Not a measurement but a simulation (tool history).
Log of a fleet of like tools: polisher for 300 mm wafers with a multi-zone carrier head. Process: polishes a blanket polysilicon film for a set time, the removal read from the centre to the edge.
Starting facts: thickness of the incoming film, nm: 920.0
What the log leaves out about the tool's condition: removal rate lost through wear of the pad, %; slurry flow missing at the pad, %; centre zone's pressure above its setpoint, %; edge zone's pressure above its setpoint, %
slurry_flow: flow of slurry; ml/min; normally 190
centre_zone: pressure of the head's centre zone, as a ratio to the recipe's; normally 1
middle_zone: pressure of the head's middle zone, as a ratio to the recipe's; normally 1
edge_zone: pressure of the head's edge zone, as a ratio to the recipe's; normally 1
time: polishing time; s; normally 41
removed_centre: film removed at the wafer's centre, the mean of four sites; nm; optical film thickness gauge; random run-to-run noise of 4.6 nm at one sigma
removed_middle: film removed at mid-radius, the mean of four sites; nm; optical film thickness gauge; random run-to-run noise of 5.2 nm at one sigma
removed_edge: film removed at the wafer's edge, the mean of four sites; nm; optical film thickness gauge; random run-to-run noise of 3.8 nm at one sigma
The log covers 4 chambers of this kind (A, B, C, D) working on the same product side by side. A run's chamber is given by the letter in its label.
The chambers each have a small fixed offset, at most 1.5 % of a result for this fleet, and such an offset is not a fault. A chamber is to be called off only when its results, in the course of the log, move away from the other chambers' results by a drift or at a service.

run,day,slurry_flow,centre_zone,middle_zone,edge_zone,time,wafers polished on this pad,hours since the slurry nozzle was cleaned,hours since the centre zone pressure was calibrated,hours since the edge zone pressure was calibrated,removed_centre,removed_middle,removed_edge
1A,0.45,190,1,1,1,41,641,353,11.9,1090.6,387.91,362.5,372.14
2C,0.925,190,1,1,1,41,711,158.2,702.3,351,377.38,380.86,372.18
# day 1.008: chamber A: worn pad replaced by a new one
3B,1.342,190,1,1,1,41,676,261.7,57.3,434,376.53,369.64,375.17
4D,1.838,190,1,1,1,41,687,48.4,342.3,317,367.27,384.94,370.34
# day 2.067: chamber A: edge zone pressure recalibrated
5B,2.096,190,1,1,1,41,945,279.8,75.4,452.1,378.95,373.27,375.91
# day 2.288: chamber B: worn pad replaced by a new one
6D,2.429,190,1,1,1,41,898,62.6,356.5,331.2,374.66,369.2,375.1
# day 2.533: chamber D: worn pad replaced by a new one
7C,2.767,190,1,1,1,41,1367,202.4,746.5,395.2,383.82,375.22,372.54
# day 2.825: chamber D: centre zone pressure recalibrated
8A,3.129,190,1,1,1,41,756,417.3,76.2,25.6,376.19,374.97,374.96
# day 3.425: chamber A: worn pad replaced by a new one
9B,3.517,190,0.93,0.92,1,41,439,313.9,109.5,486.2,355.39,344.3,375.18
# day 3.538: chamber C: edge zone pressure recalibrated
10C,3.796,190,0.93,0.92,1,41,1734,227.1,771.2,6.2,350.51,346.38,373.81
# day 3.879: chamber A: slurry nozzle cleaned
11D,4.308,190,0.93,0.92,1,41,633,107.7,35.7,376.3,347,346.35,378.91
# day 4.762: chamber B: worn pad replaced by a new one
12A,4.783,190,0.93,0.92,1,41,484,21.7,115.9,65.3,353.01,353.04,374.26
# day 4.888: chamber D: worn pad replaced by a new one
13C,5.125,190,1,1,1,41,2208,259,803.1,38.1,380.3,374.56,372.62
14B,5.404,250,1,1,1,54,228,359.2,154.8,531.5,523.87,496.88,505.84
15A,5.825,250,1,1,1,54,855,46.7,140.9,90.3,509.59,519.09,509.42
# day 6.233: chamber B: edge zone pressure recalibrated
16D,6.279,250,1,1,1,54,497,155,83,423.6,520.07,512.9,512.16
# day 6.396: chamber A: worn pad replaced by a new one
17B,6.617,250,1,1,1,54,661,388.3,183.9,9.2,514.63,513.14,505.83
18D,6.917,165,1,1,1,36,724,170.3,98.3,438.9,322.88,334.69,320.03
# day 7.217: chamber D: worn pad replaced by a new one
19C,7.346,165,1,1,1,36,2999,312.3,856.4,91.4,315.16,302.05,316.01
# day 7.646: chamber B: worn pad replaced by a new one
20A,7.792,165,1,1,1,36,497,93.9,188.1,137.5,324.88,323.86,324.48
21A,8.188,165,1,1,1,36,638,103.4,197.6,147,331.35,325.13,322.07
22D,8.662,190,1,1,1,41,515,212.2,140.2,480.8,370.49,378.18,380.85
# day 8.846: chamber A: worn pad replaced by a new one
23C,8.942,190,1,1,1,41,3568,350.6,894.7,129.7,359.34,353.98,356.19
24B,9.354,190,1,1,1,41,608,454,249.6,74.9,376.72,372.13,372.77
25D,9.817,190,1,1,1,41,926,239.9,167.9,508.5,382.06,377.31,373.81
26A,10.05,190,1,1,1,41,429,148.1,242.3,191.7,373.69,381.29,380.45
# day 10.229: chamber B: worn pad replaced by a new one
# day 10.238: chamber D: worn pad replaced by a new one
27C,10.438,190,1,1,1,41,4101,386.5,930.6,165.6,358.42,355.34,354.9
28B,10.683,190,1,1,1,41,162,485.9,281.5,106.8,375.94,370.71,368.36
29A,11.058,190,1,1,1,41,788,172.3,266.5,215.9,378.23,376.65,374.26
30B,11.492,190,1,1,1,41,450,505.3,300.9,126.2,377.04,373.82,373.17
# day 11.717: chamber A: worn pad replaced by a new one
31D,11.788,190,1,1,1,41,553,287.2,215.2,555.8,369.33,368.97,378.85
32C,12.288,190,1,1,1,41,4760,430.9,975,210,345.97,336.74,339.74
33A,12.629,160,1,1,1,41,326,210,304.2,253.6,362.45,369.19,367.98
# day 12.725: chamber B: worn pad replaced by a new one
34C,12.896,160,1,1,1,41,4977,445.5,989.6,224.6,338.81,325.48,335.28
35B,13.4,160,1,1,1,41,241,551.1,346.7,172,364.81,365.06,364.2

Next, all 4 chambers run the settings below, one line each with question marks for the results. What does each chamber give?
36A,13.762,190,1,1,1,41,,,,,?,?,?
36B,13.762,190,1,1,1,41,,,,,?,?,?
36C,13.762,190,1,1,1,41,,,,,?,?,?
36D,13.762,190,1,1,1,41,,,,,?,?,?

run,removed_centre,removed_middle,removed_edge
36A,373.84,375.5,372.46
36B,376.2,379.41,372.6
36C,335.68,338.19,331.77
36D,378.68,377.15,373.95
